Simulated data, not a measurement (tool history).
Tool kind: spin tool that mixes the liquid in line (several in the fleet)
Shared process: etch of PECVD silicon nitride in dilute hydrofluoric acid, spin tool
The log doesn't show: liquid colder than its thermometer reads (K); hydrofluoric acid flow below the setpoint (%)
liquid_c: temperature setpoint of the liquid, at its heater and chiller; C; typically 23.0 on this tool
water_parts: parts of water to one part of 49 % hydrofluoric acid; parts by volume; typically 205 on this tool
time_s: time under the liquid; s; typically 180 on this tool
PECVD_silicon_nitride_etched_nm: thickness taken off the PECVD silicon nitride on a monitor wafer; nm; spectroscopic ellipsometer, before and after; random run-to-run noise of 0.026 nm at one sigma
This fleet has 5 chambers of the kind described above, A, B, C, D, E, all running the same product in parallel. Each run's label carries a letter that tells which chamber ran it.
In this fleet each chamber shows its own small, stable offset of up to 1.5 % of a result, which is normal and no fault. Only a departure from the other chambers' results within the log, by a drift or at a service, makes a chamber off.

run,hour,liquid_c,water_parts,time_s,hours since the thermometer was replaced,hours since the hydrofluoric acid flow meter was replaced,"read-back film thickness of the PECVD silicon nitride reference wafer, read on the same gauge (nm)",PECVD_silicon_nitride_etched_nm
1A,13.2,23.0,205,180,1904.4,800.9,100.000,2.3253
2B,26.7,23.0,205,180,1073.7,625.2,100.000,2.3680
3E,36.3,23.0,205,180,661.1,566.3,100.030,2.3574
4D,48.3,23.0,205,180,611.7,849.1,99.996,2.3810
5C,56.4,23.0,205,180,402.2,1521.6,100.010,2.3605
6C,72.2,23.0,205,180,418.0,1537.4,99.997,2.3828
7B,84.2,23.0,205,180,1131.2,682.7,99.986,2.3771
8D,96.3,23.0,205,180,659.7,897.1,99.994,2.4188
9E,112.5,23.0,205,180,737.3,642.5,100.010,2.3757
10A,122.4,23.0,205,180,2013.6,910.1,99.986,2.3660
# hour 138.2: chamber D: hydrofluoric acid flow meter replaced
11C,138.8,27.5,170,180,484.6,1604.0,100.000,3.8017
12E,146.4,27.5,170,180,771.2,676.4,100.020,3.7407
13B,162.3,27.5,170,180,1209.3,760.8,100.020,3.7804
14A,177.5,27.5,170,180,2068.7,965.2,99.990,3.6688
# hour 184.3: chamber C: hydrofluoric acid flow meter replaced
15D,187.1,27.5,170,180,750.5,49.0,100.000,3.7813
16B,202.8,23.0,205,180,1249.8,801.3,100.010,2.3587
17E,211.2,23.0,205,180,836.0,741.2,99.993,2.3901
18D,227.2,23.0,205,180,790.6,89.1,100.020,2.3283
19A,235.1,23.0,205,180,2126.3,1022.8,100.000,2.3084
20C,247.5,23.0,205,180,593.3,63.3,100.000,2.4253
21C,263.3,23.0,205,180,609.1,79.1,100.000,2.4475
22D,276.6,23.0,205,180,840.0,138.5,100.000,2.3928
23B,290.7,23.0,205,180,1337.7,889.2,100.010,2.2728
24A,298.8,23.0,205,180,2190.0,1086.5,99.993,2.3750
25E,308.9,23.0,205,180,933.7,838.9,99.990,2.3220
26E,324.8,23.0,205,180,949.6,854.8,99.990,2.3692
27D,332.7,23.0,205,275,896.1,194.6,99.992,3.5954
28C,348.2,23.0,205,275,694.0,164.0,99.997,3.7450
29B,362.4,23.0,205,275,1409.4,960.9,100.010,3.4183
# hour 363.0: chamber B: thermometer replaced
# hour 365.4: chamber E: hydrofluoric acid flow meter replaced
30A,378.7,23.0,205,275,2269.9,1166.4,100.010,3.6122
31A,392.5,23.0,205,275,2283.7,1180.2,99.998,3.6025
32E,408.0,23.0,205,180,1032.8,42.6,99.998,2.3930
33D,418.0,23.0,205,180,981.4,279.9,100.010,2.3694
34C,426.1,23.0,205,180,771.9,241.9,100.020,2.3633
35B,437.9,23.0,205,180,74.9,1036.4,100.000,2.1820

Read the log: is a single chamber off, either drifting away or since a service, is the gauge that measures every chamber drifting, or is nothing wrong beyond small per-chamber offsets? Name any odd chamber and what most likely caused it.

Chamber B drifts away from the others.
Cause: hydrofluoric acid flow below the setpoint (%) = 9.85.

Here are 4 candidates for chamber B's next run, each the usual settings with a change, their results left as question marks. Which one brings its results back in line with what the others give on the usual settings?
In line here means within this much of the mean the other chambers give on the usual settings: PECVD_silicon_nitride_etched_nm 0.0900 nm
36B-1,449.7,23.0,240,180,,,,?
36B-2,449.7,23.0,205,200,,,,?
36B-3,449.7,21.5,205,180,,,,?
36B-4,449.7,23.5,195,195,,,,?

Other chambers, usual settings, mean: PECVD_silicon_nitride_etched_nm 2.3795 nm
run,PECVD_silicon_nitride_etched_nm
36B-1,1.8460
36B-2,2.4008
36B-3,1.9615
36B-4,2.5417
The right change is 36B-2: it brings the chamber back within the allowed miss of the others.
